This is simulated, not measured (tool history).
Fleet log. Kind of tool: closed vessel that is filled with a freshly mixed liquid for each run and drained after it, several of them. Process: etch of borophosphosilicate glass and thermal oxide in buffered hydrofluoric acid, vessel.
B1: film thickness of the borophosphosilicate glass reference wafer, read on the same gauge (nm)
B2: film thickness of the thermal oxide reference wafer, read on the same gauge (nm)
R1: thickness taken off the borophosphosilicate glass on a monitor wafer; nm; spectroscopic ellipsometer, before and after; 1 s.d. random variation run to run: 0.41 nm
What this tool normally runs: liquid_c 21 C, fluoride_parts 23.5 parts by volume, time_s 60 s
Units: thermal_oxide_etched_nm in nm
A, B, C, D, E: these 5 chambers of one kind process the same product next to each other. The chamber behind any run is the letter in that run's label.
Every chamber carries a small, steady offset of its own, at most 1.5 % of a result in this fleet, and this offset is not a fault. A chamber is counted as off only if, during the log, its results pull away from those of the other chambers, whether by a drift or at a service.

{"run": "1C", "day": 0.2, "liquid_c": 21, "fluoride_parts": 23.5, "time_s": 60, "B1": 139.99, "B2": 130.03, "R1": 45.142, "thermal_oxide_etched_nm": 25.728}
{"run": "2A", "day": 0.408, "liquid_c": 21, "fluoride_parts": 23.5, "time_s": 60, "B1": 139.98, "B2": 130.04, "R1": 44.567, "thermal_oxide_etched_nm": 25.806}
{"run": "3B", "day": 0.554, "liquid_c": 21, "fluoride_parts": 23.5, "time_s": 60, "B1": 140.0, "B2": 130.01, "R1": 43.991, "thermal_oxide_etched_nm": 25.811}
{"run": "4E", "day": 0.683, "liquid_c": 21, "fluoride_parts": 23.5, "time_s": 60, "B1": 140.0, "B2": 130.06, "R1": 45.064, "thermal_oxide_etched_nm": 25.358}
{"run": "5D", "day": 0.917, "liquid_c": 21, "fluoride_parts": 23.5, "time_s": 60, "B1": 140.01, "B2": 129.94, "R1": 45.279, "thermal_oxide_etched_nm": 25.73}
{"run": "6A", "day": 1.071, "liquid_c": 21, "fluoride_parts": 23.5, "time_s": 60, "B1": 139.98, "B2": 129.99, "R1": 44.855, "thermal_oxide_etched_nm": 25.972}
{"run": "7E", "day": 1.271, "liquid_c": 21, "fluoride_parts": 23.5, "time_s": 60, "B1": 140.0, "B2": 130.02, "R1": 44.45, "thermal_oxide_etched_nm": 25.437}
{"run": "8B", "day": 1.496, "liquid_c": 21, "fluoride_parts": 23.5, "time_s": 60, "B1": 140.03, "B2": 129.97, "R1": 44.151, "thermal_oxide_etched_nm": 25.809}
{"run": "9D", "day": 1.688, "liquid_c": 21, "fluoride_parts": 23.5, "time_s": 60, "B1": 140.0, "B2": 129.99, "R1": 45.144, "thermal_oxide_etched_nm": 26.179}
{"run": "10C", "day": 1.9, "liquid_c": 21, "fluoride_parts": 23.5, "time_s": 60, "B1": 140.01, "B2": 130.02, "R1": 45.301, "thermal_oxide_etched_nm": 26.028}
{"run": "11B", "day": 2.1, "liquid_c": 21, "fluoride_parts": 17.5, "time_s": 60, "B1": 139.98, "B2": 130.0, "R1": 56.216, "thermal_oxide_etched_nm": 32.753}
{"run": "12C", "day": 2.283, "liquid_c": 21, "fluoride_parts": 17.5, "time_s": 60, "B1": 140.0, "B2": 129.99, "R1": 57.135, "thermal_oxide_etched_nm": 32.992}
{"run": "13E", "day": 2.396, "liquid_c": 21, "fluoride_parts": 17.5, "time_s": 60, "B1": 140.01, "B2": 130.01, "R1": 58.0, "thermal_oxide_etched_nm": 32.357}
{"run": "14A", "day": 2.521, "liquid_c": 21, "fluoride_parts": 17.5, "time_s": 60, "B1": 140.0, "B2": 130.05, "R1": 57.628, "thermal_oxide_etched_nm": 32.72}
{"run": "15D", "day": 2.658, "liquid_c": 21, "fluoride_parts": 17.5, "time_s": 60, "B1": 140.05, "B2": 130.0, "R1": 57.244, "thermal_oxide_etched_nm": 33.039}
{"run": "16D", "day": 2.879, "liquid_c": 21, "fluoride_parts": 23.5, "time_s": 60, "B1": 140.01, "B2": 130.0, "R1": 45.275, "thermal_oxide_etched_nm": 25.984}
{"run": "17C", "day": 3.088, "liquid_c": 21, "fluoride_parts": 23.5, "time_s": 60, "B1": 140.01, "B2": 129.99, "R1": 44.402, "thermal_oxide_etched_nm": 25.753}
{"run": "18A", "day": 3.246, "liquid_c": 21, "fluoride_parts": 23.5, "time_s": 60, "B1": 140.01, "B2": 129.97, "R1": 44.637, "thermal_oxide_etched_nm": 25.749}
{"run": "19E", "day": 3.421, "liquid_c": 21, "fluoride_parts": 23.5, "time_s": 60, "B1": 140.01, "B2": 130.0, "R1": 44.847, "thermal_oxide_etched_nm": 25.243}
{"run": "20B", "day": 3.55, "liquid_c": 24, "fluoride_parts": 23.5, "time_s": 90, "B1": 140.0, "B2": 130.0, "R1": 78.654, "thermal_oxide_etched_nm": 45.669}
{"run": "21D", "day": 3.712, "liquid_c": 24, "fluoride_parts": 23.5, "time_s": 90, "B1": 139.98, "B2": 129.99, "R1": 79.82, "thermal_oxide_etched_nm": 45.701}
{"run": "22A", "day": 3.896, "liquid_c": 24, "fluoride_parts": 23.5, "time_s": 90, "B1": 140.01, "B2": 129.99, "R1": 79.955, "thermal_oxide_etched_nm": 45.986}
{"run": "23E", "day": 4.142, "liquid_c": 24, "fluoride_parts": 23.5, "time_s": 90, "B1": 140.0, "B2": 130.02, "R1": 78.615, "thermal_oxide_etched_nm": 45.154}
{"run": "24B", "day": 4.288, "liquid_c": 24, "fluoride_parts": 23.5, "time_s": 90, "B1": 140.01, "B2": 130.03, "R1": 79.241, "thermal_oxide_etched_nm": 45.531}
{"run": "25C", "day": 4.471, "liquid_c": 21, "fluoride_parts": 23.5, "time_s": 60, "B1": 140.01, "B2": 130.05, "R1": 45.232, "thermal_oxide_etched_nm": 25.888}
{"run": "26A", "day": 4.721, "liquid_c": 21, "fluoride_parts": 19.0, "time_s": 75, "B1": 139.96, "B2": 129.98, "R1": 66.279, "thermal_oxide_etched_nm": 37.805}
{"run": "27D", "day": 4.938, "liquid_c": 21, "fluoride_parts": 19.0, "time_s": 75, "B1": 139.99, "B2": 130.01, "R1": 67.168, "thermal_oxide_etched_nm": 38.172}
{"run": "28E", "day": 5.167, "liquid_c": 21, "fluoride_parts": 19.0, "time_s": 75, "B1": 139.97, "B2": 130.0, "R1": 66.506, "thermal_oxide_etched_nm": 37.493}
{"run": "29C", "day": 5.279, "liquid_c": 21, "fluoride_parts": 19.0, "time_s": 75, "B1": 139.97, "B2": 130.07, "R1": 66.629, "thermal_oxide_etched_nm": 37.769}
{"run": "30B", "day": 5.392, "liquid_c": 21, "fluoride_parts": 19.0, "time_s": 75, "B1": 139.98, "B2": 130.04, "R1": 65.209, "thermal_oxide_etched_nm": 38.006}
{"run": "31D", "day": 5.525, "liquid_c": 21, "fluoride_parts": 23.5, "time_s": 60, "B1": 140.02, "B2": 130.0, "R1": 44.595, "thermal_oxide_etched_nm": 25.845}
{"run": "32E", "day": 5.658, "liquid_c": 21, "fluoride_parts": 23.5, "time_s": 60, "B1": 140.0, "B2": 129.97, "R1": 44.539, "thermal_oxide_etched_nm": 25.455}
{"run": "33B", "day": 5.817, "liquid_c": 21, "fluoride_parts": 23.5, "time_s": 60, "B1": 140.01, "B2": 130.05, "R1": 44.257, "thermal_oxide_etched_nm": 25.65}

Read the log: is a single chamber off, either drifting away or since a service, is the gauge that measures every chamber drifting, or is nothing wrong beyond small per-chamber offsets? Name any odd chamber and what most likely caused it.

Beyond each chamber's small constant offset nothing stands out, and the gauge stays steady.

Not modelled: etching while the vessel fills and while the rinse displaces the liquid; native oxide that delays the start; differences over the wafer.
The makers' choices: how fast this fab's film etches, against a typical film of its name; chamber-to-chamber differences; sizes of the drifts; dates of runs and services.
